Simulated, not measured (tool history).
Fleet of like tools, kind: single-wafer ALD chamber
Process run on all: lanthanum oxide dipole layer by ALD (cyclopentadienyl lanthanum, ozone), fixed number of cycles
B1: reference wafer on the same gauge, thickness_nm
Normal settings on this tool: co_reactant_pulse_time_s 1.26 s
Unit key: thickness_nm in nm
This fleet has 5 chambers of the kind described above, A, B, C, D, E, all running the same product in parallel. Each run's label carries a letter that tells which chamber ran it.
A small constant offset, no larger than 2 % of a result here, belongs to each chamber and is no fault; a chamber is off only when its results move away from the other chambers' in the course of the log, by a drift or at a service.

{"run": "1D", "day": 0.188, "co_reactant_pulse_time_s": 1.26, "B1": 0.58959, "thickness_nm": 0.53031}
{"run": "2E", "day": 0.421, "co_reactant_pulse_time_s": 1.26, "B1": 0.59013, "thickness_nm": 0.5311}
{"run": "3B", "day": 0.667, "co_reactant_pulse_time_s": 1.26, "B1": 0.59084, "thickness_nm": 0.53568}
{"run": "4A", "day": 0.9, "co_reactant_pulse_time_s": 1.26, "B1": 0.58957, "thickness_nm": 0.51871}
{"run": "5C", "day": 1.083, "co_reactant_pulse_time_s": 1.26, "B1": 0.59002, "thickness_nm": 0.53275}
{"run": "6A", "day": 1.354, "co_reactant_pulse_time_s": 1.26, "B1": 0.58914, "thickness_nm": 0.52742}
{"run": "7D", "day": 1.542, "co_reactant_pulse_time_s": 0.78, "B1": 0.59016, "thickness_nm": 0.45218}
{"run": "8B", "day": 1.775, "co_reactant_pulse_time_s": 0.78, "B1": 0.59048, "thickness_nm": 0.46365}
{"run": "9C", "day": 1.925, "co_reactant_pulse_time_s": 0.78, "B1": 0.59002, "thickness_nm": 0.46031}
{"run": "10E", "day": 2.196, "co_reactant_pulse_time_s": 0.78, "B1": 0.59107, "thickness_nm": 0.45812}
{"run": "11A", "day": 2.421, "co_reactant_pulse_time_s": 0.78, "B1": 0.58969, "thickness_nm": 0.45113}
{"run": "12B", "day": 2.692, "co_reactant_pulse_time_s": 1.26, "B1": 0.58988, "thickness_nm": 0.53234}
{"run": "13C", "day": 2.967, "co_reactant_pulse_time_s": 1.26, "B1": 0.58975, "thickness_nm": 0.53266}
{"run": "14E", "day": 3.121, "co_reactant_pulse_time_s": 1.26, "B1": 0.58987, "thickness_nm": 0.53066}
{"run": "15D", "day": 3.375, "co_reactant_pulse_time_s": 1.26, "B1": 0.59042, "thickness_nm": 0.53115}
{"run": "16E", "day": 3.517, "co_reactant_pulse_time_s": 1.26, "B1": 0.59062, "thickness_nm": 0.53475}
{"run": "17C", "day": 3.708, "co_reactant_pulse_time_s": 1.26, "B1": 0.58943, "thickness_nm": 0.52776}
{"day": 3.888, "done": "chamber B: ozone generator serviced"}
{"run": "18B", "day": 3.971, "co_reactant_pulse_time_s": 1.26, "B1": 0.58976, "thickness_nm": 0.53403}
{"run": "19A", "day": 4.225, "co_reactant_pulse_time_s": 0.98, "B1": 0.59066, "thickness_nm": 0.49}
{"run": "20D", "day": 4.404, "co_reactant_pulse_time_s": 0.98, "B1": 0.59012, "thickness_nm": 0.50324}
{"run": "21A", "day": 4.642, "co_reactant_pulse_time_s": 0.98, "B1": 0.58916, "thickness_nm": 0.49181}
{"run": "22B", "day": 4.879, "co_reactant_pulse_time_s": 0.98, "B1": 0.58987, "thickness_nm": 0.50299}
{"run": "23D", "day": 5.004, "co_reactant_pulse_time_s": 0.98, "B1": 0.58992, "thickness_nm": 0.49651}
{"run": "24C", "day": 5.221, "co_reactant_pulse_time_s": 1.26, "B1": 0.59024, "thickness_nm": 0.52606}
{"day": 5.388, "done": "chamber C: thermocouple changed; heater temperature recalibrated"}
{"run": "25E", "day": 5.475, "co_reactant_pulse_time_s": 1.26, "B1": 0.59019, "thickness_nm": 0.52961}
{"run": "26B", "day": 5.662, "co_reactant_pulse_time_s": 1.26, "B1": 0.58947, "thickness_nm": 0.53165}
{"run": "27A", "day": 5.812, "co_reactant_pulse_time_s": 1.26, "B1": 0.59013, "thickness_nm": 0.52966}
{"run": "28E", "day": 6.004, "co_reactant_pulse_time_s": 1.26, "B1": 0.59069, "thickness_nm": 0.53613}
{"run": "29D", "day": 6.179, "co_reactant_pulse_time_s": 1.26, "B1": 0.58967, "thickness_nm": 0.53095}
{"run": "30C", "day": 6.417, "co_reactant_pulse_time_s": 1.26, "B1": 0.5906, "thickness_nm": 0.51773}
{"run": "31E", "day": 6.571, "co_reactant_pulse_time_s": 1.26, "B1": 0.59041, "thickness_nm": 0.52977}
{"run": "32D", "day": 6.775, "co_reactant_pulse_time_s": 1.41, "B1": 0.58988, "thickness_nm": 0.54527}
{"run": "33C", "day": 6.917, "co_reactant_pulse_time_s": 1.41, "B1": 0.59129, "thickness_nm": 0.53318}
{"run": "34B", "day": 7.108, "co_reactant_pulse_time_s": 1.41, "B1": 0.58928, "thickness_nm": 0.55177}
{"run": "35A", "day": 7.371, "co_reactant_pulse_time_s": 1.41, "B1": 0.58886, "thickness_nm": 0.52912}
{"run": "36E", "day": 7.6, "co_reactant_pulse_time_s": 1.41, "B1": 0.59102, "thickness_nm": 0.54092}
{"run": "37C", "day": 7.758, "co_reactant_pulse_time_s": 1.26, "B1": 0.59047, "thickness_nm": 0.51282}

Read the log: is a single chamber off, either drifting away or since a service, is the gauge that measures every chamber drifting, or is nothing wrong beyond small per-chamber offsets? Name any odd chamber and what most likely caused it.

Little by little, chamber C moves away from the other chambers.
Most likely cause: ozone dose below that of a generator just serviced (%) = 15.4.

Which of the 4 candidates below, each the usual settings with something changed and its results left as question marks, puts chamber C back in line with what the other chambers give on the usual settings?
To be in line, a result may differ from the other chambers' mean on the usual settings by at most: thickness_nm 0.00970 nm
{"run": "38C-1", "day": 7.958, "co_reactant_pulse_time_s": 1.11, "thickness_nm": "?"}
{"run": "38C-2", "day": 7.958, "co_reactant_pulse_time_s": 1.01, "thickness_nm": "?"}
{"run": "38C-3", "day": 7.958, "co_reactant_pulse_time_s": 1.63, "thickness_nm": "?"}
{"run": "38C-4", "day": 7.958, "co_reactant_pulse_time_s": 1.41, "thickness_nm": "?"}

Mean of the other chambers on the usual settings: thickness_nm 0.53049 nm
run=38C-1 thickness_nm=0.49244
run=38C-2 thickness_nm=0.47582
run=38C-3 thickness_nm=0.54499
run=38C-4 thickness_nm=0.52823
38C-4 brings the chamber back in line.
